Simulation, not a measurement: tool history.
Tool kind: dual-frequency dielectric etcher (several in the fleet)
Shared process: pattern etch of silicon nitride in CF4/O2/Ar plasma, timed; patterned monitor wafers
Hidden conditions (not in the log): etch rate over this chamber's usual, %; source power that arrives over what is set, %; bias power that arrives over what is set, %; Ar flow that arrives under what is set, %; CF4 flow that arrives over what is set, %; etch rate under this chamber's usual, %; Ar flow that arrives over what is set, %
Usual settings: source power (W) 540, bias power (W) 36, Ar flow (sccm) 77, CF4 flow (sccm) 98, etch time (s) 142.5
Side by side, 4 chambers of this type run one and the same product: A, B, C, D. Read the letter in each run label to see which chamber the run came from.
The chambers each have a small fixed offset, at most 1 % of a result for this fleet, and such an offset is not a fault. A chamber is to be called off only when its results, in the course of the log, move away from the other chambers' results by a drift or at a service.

run	hour	source power (W)	bias power (W)	Ar flow (sccm)	CF4 flow (sccm)	etch time (s)	hours since the last wet clean	hours since the last source power generator calibration	hours since the last bias power generator calibration	hours since the last Ar flow controller change	hours since the last CF4 flow controller change	read-back reference wafer on the same gauge, depth_nm	mean etch depth across the wafer (angstrom)
1A	4	540	36	77	98	142.5	329.9	569.3	1628.2	3009.7	162.7	299.56	2658.7
# hour 6.4: chamber D: wet clean of the chamber
2C	8.9	540	36	77	98	142.5	457.8	2051.4	1534.3	872.4	1815.4	300.04	2645.7
3D	15.8	540	36	77	98	142.5	9.5	3983.2	81.9	2186	2945.9	300.02	2658.7
4B	20.4	540	36	77	98	142.5	319	84.2	1727.1	3487.2	3121.3	299.88	2670.9
5B	25.8	540	36	77	98	142.5	324.4	89.6	1732.5	3492.6	3126.7	299.91	2662.6
6A	33.9	540	36	77	98	142.5	359.8	599.2	1658.1	3039.6	192.6	299.99	2620.6
7C	41.3	540	36	94	81	142.5	490.2	2083.8	1566.7	904.8	1847.8	300	2505.2
# hour 48.2: chamber C: wet clean of the chamber
8D	48.4	540	36	94	81	142.5	42.1	4015.8	114.5	2218.6	2978.5	300.01	2533.6
9A	54.8	540	36	94	81	142.5	380.7	620.1	1679	3060.5	213.5	300.14	2523.4
10D	59.4	540	36	94	81	142.5	53.1	4026.8	125.5	2229.6	2989.5	300.17	2533.2
11B	64.8	540	36	77	98	142.5	363.4	128.6	1771.5	3531.6	3165.7	300.13	2659.7
# hour 66.7: chamber B: bias power generator calibrated
12C	73.1	540	36	77	98	142.5	24.9	2115.6	1598.5	936.6	1879.6	299.92	2631.2
13C	81	540	36	77	98	142.5	32.8	2123.5	1606.4	944.5	1887.5	300.19	2658.7
# hour 83.9: chamber A: wet clean of the chamber
14D	85.7	540	36	77	98	142.5	79.4	4053.1	151.8	2255.9	3015.8	300	2681.9
15B	91.8	540	36	77	98	142.5	390.4	155.6	25.1	3558.6	3192.7	299.82	2680.2
16A	97.1	540	36	77	98	142.5	13.3	662.4	1721.3	3102.8	255.8	299.98	2676.7
17A	100.7	540	36	77	98	142.5	16.9	666	1724.9	3106.4	259.4	299.88	2626.1
18C	109.1	540	36	77	98	142.5	60.9	2151.6	1634.5	972.6	1915.6	299.92	2633.8
19D	116	540	36	77	84	142.5	109.7	4083.4	182.1	2286.2	3046.1	300.28	2632
20B	123.3	540	36	77	84	142.5	421.9	187.1	56.6	3590.1	3224.2	300.28	2601.7
21B	129.1	540	36	77	84	142.5	427.7	192.9	62.4	3595.9	3230	300.3	2608.6
22D	137	540	36	77	84	142.5	130.7	4104.4	203.1	2307.2	3067.1	300.11	2613.1
23A	144	460	36	77	98	127.5	60.2	709.3	1768.2	3149.7	302.7	299.95	2062.1
24C	148.6	460	36	77	98	127.5	100.4	2191.1	1674	1012.1	1955.1	300.35	2038
25B	155.8	460	36	77	98	127.5	454.4	219.6	89.1	3622.6	3256.7	300.04	2098.6
26D	162.9	460	36	77	98	127.5	156.6	4130.3	229	2333.1	3093	300.34	2072.3
27A	167.2	540	31	77	98	142.5	83.4	732.5	1791.4	3172.9	325.9	299.71	2527.8
28C	171.8	540	31	77	98	142.5	123.6	2214.3	1697.2	1035.3	1978.3	299.85	2502.5
29A	178.3	540	31	77	98	142.5	94.5	743.6	1802.5	3184	337	299.98	2525.7
30C	186.1	540	31	77	98	142.5	137.9	2228.6	1711.5	1049.6	1992.6	300.05	2506.2
31D	193.9	540	36	77	98	142.5	187.6	4161.3	260	2364.1	3124	299.98	2674.7
32B	199.4	540	36	77	98	142.5	498	263.2	132.7	3666.2	3300.3	299.79	2632.7
33C	204.4	540	36	77	98	142.5	156.2	2246.9	1729.8	1067.9	2010.9	299.79	2637.1
34A	212	540	36	77	98	142.5	128.2	777.3	1836.2	3217.7	370.7	299.68	2675
35B	219.7	540	36	77	98	142.5	518.3	283.5	153	3686.5	3320.6	300.3	2652.7
36D	223.3	540	36	77	98	142.5	217	4190.7	289.4	2393.5	3153.4	299.73	2652.8
37B	227.4	540	36	77	98	142.5	526	291.2	160.7	3694.2	3328.3	300.1	2671.1
38C	231.4	420	36	77	119	142.5	183.2	2273.9	1756.8	1094.9	2037.9	300.02	2162.6
39D	238.6	420	36	77	119	142.5	232.3	4206	304.7	2408.8	3168.7	299.91	2161.7
40A	245	420	36	77	119	142.5	161.2	810.3	1869.2	3250.7	403.7	300.07	2185.3

Next, every chamber runs the same settings. What will each give?
41A	251	540	36	77	88	142.5							?
41B	251	540	36	77	88	142.5							?
41C	251	540	36	77	88	142.5							?
41D	251	540	36	77	88	142.5							?

run	mean etch depth across the wafer (angstrom)
41A	2591.5
41B	2629.2
41C	2613.7
41D	2648

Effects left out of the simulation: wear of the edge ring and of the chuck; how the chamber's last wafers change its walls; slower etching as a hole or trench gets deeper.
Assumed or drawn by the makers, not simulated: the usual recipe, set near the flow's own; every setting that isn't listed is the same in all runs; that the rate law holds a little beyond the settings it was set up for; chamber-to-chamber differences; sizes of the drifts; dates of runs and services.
